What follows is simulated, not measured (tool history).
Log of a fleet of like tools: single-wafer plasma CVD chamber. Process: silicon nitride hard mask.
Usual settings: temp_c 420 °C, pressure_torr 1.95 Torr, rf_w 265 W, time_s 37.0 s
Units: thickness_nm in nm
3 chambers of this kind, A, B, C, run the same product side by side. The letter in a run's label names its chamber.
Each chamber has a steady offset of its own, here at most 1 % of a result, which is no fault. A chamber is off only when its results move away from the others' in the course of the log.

| run | day | temp_c | pressure_torr | rf_w | time_s | read-back reference wafer on the same gauge, thickness_nm | thickness_nm |
|---|---|---|---|---|---|---|---|
| 1B | 0.408 | 420 | 1.95 | 265 | 37.0 | 33.961 | 40.749 |
| 2A | 0.842 | 420 | 1.95 | 265 | 37.0 | 34.058 | 41.188 |
| 3C | 1.062 | 420 | 1.95 | 265 | 37.0 | 33.995 | 40.858 |
| 4B | 1.512 | 420 | 1.95 | 265 | 37.0 | 33.973 | 40.829 |
| 5A | 1.842 | 434 | 1.95 | 305 | 37.0 | 33.940 | 44.820 |
| 6C | 2.192 | 434 | 1.95 | 305 | 37.0 | 33.965 | 44.989 |
| 7A | 2.517 | 434 | 1.95 | 305 | 37.0 | 33.999 | 45.039 |
| 8C | 2.833 | 420 | 1.95 | 265 | 37.0 | 34.007 | 40.931 |
| 9B | 3.100 | 420 | 1.95 | 265 | 37.0 | 33.948 | 40.680 |
| 10A | 3.425 | 420 | 1.95 | 245 | 42.0 | 34.009 | 43.993 |
| 11B | 3.825 | 420 | 1.95 | 245 | 42.0 | 33.965 | 43.782 |
| 12C | 4.229 | 420 | 1.95 | 245 | 42.0 | 34.008 | 44.354 |
| 13B | 4.542 | 420 | 1.95 | 265 | 37.0 | 33.951 | 40.575 |
| 14A | 4.758 | 420 | 1.95 | 265 | 37.0 | 34.025 | 41.193 |
| 15C | 5.000 | 420 | 1.95 | 265 | 37.0 | 33.988 | 40.880 |
| 16C | 5.238 | 420 | 1.95 | 265 | 37.0 | 34.034 | 41.120 |
| 17B | 5.671 | 420 | 1.95 | 265 | 37.0 | 34.011 | 40.693 |
| 18A | 5.946 | 420 | 1.95 | 265 | 37.0 | 33.947 | 41.307 |
| 19C | 6.238 | 420 | 1.95 | 265 | 37.0 | 34.015 | 40.920 |
| 20B | 6.512 | 420 | 1.95 | 265 | 37.0 | 33.996 | 40.631 |
| 21A | 6.950 | 420 | 1.95 | 265 | 37.0 | 34.013 | 41.173 |
| 22B | 7.254 | 420 | 1.95 | 265 | 37.0 | 33.982 | 40.740 |
| 23C | 7.479 | 420 | 1.95 | 290 | 34.1 | 34.027 | 39.718 |
| 24A | 7.912 | 420 | 1.95 | 290 | 34.1 | 33.970 | 40.298 |
| 25A | 8.338 | 420 | 1.95 | 290 | 34.1 | 33.988 | 40.680 |
| 26B | 8.683 | 420 | 1.95 | 265 | 37.0 | 33.962 | 41.041 |
| 27C | 8.883 | 420 | 1.95 | 265 | 37.0 | 34.018 | 41.070 |
| 28A | 9.246 | 420 | 1.95 | 265 | 37.0 | 34.000 | 40.674 |
| 29C | 9.512 | 420 | 1.95 | 265 | 37.0 | 34.012 | 40.770 |
| 30B | 9.888 | 420 | 1.95 | 265 | 37.0 | 33.994 | 41.047 |
|  | 10.204 | chamber A: capacitance manometer re-zeroed and calibrated |
| 31A | 10.300 | 406 | 1.95 | 265 | 37.0 | 34.023 | 40.923 |
| 32C | 10.717 | 406 | 1.95 | 265 | 37.0 | 34.024 | 41.489 |
| 33B | 11.104 | 406 | 1.95 | 265 | 37.0 | 34.075 | 41.062 |
| 34A | 11.396 | 420 | 1.95 | 265 | 37.0 | 33.939 | 40.651 |
| 35B | 11.696 | 420 | 1.95 | 265 | 37.0 | 33.979 | 40.573 |
| 36C | 11.946 | 420 | 1.95 | 265 | 37.0 | 34.009 | 41.089 |
| 37C | 12.338 | 420 | 1.95 | 265 | 37.0 | 33.956 | 40.988 |
| 38B | 12.604 | 420 | 1.95 | 265 | 37.0 | 33.971 | 40.687 |

Is one chamber off against the others, does the gauge drift, or is nothing wrong? If a chamber is off, say which, and what the likeliest cause is.

No chamber stands off beyond its own small offset, and the gauge holds steady.

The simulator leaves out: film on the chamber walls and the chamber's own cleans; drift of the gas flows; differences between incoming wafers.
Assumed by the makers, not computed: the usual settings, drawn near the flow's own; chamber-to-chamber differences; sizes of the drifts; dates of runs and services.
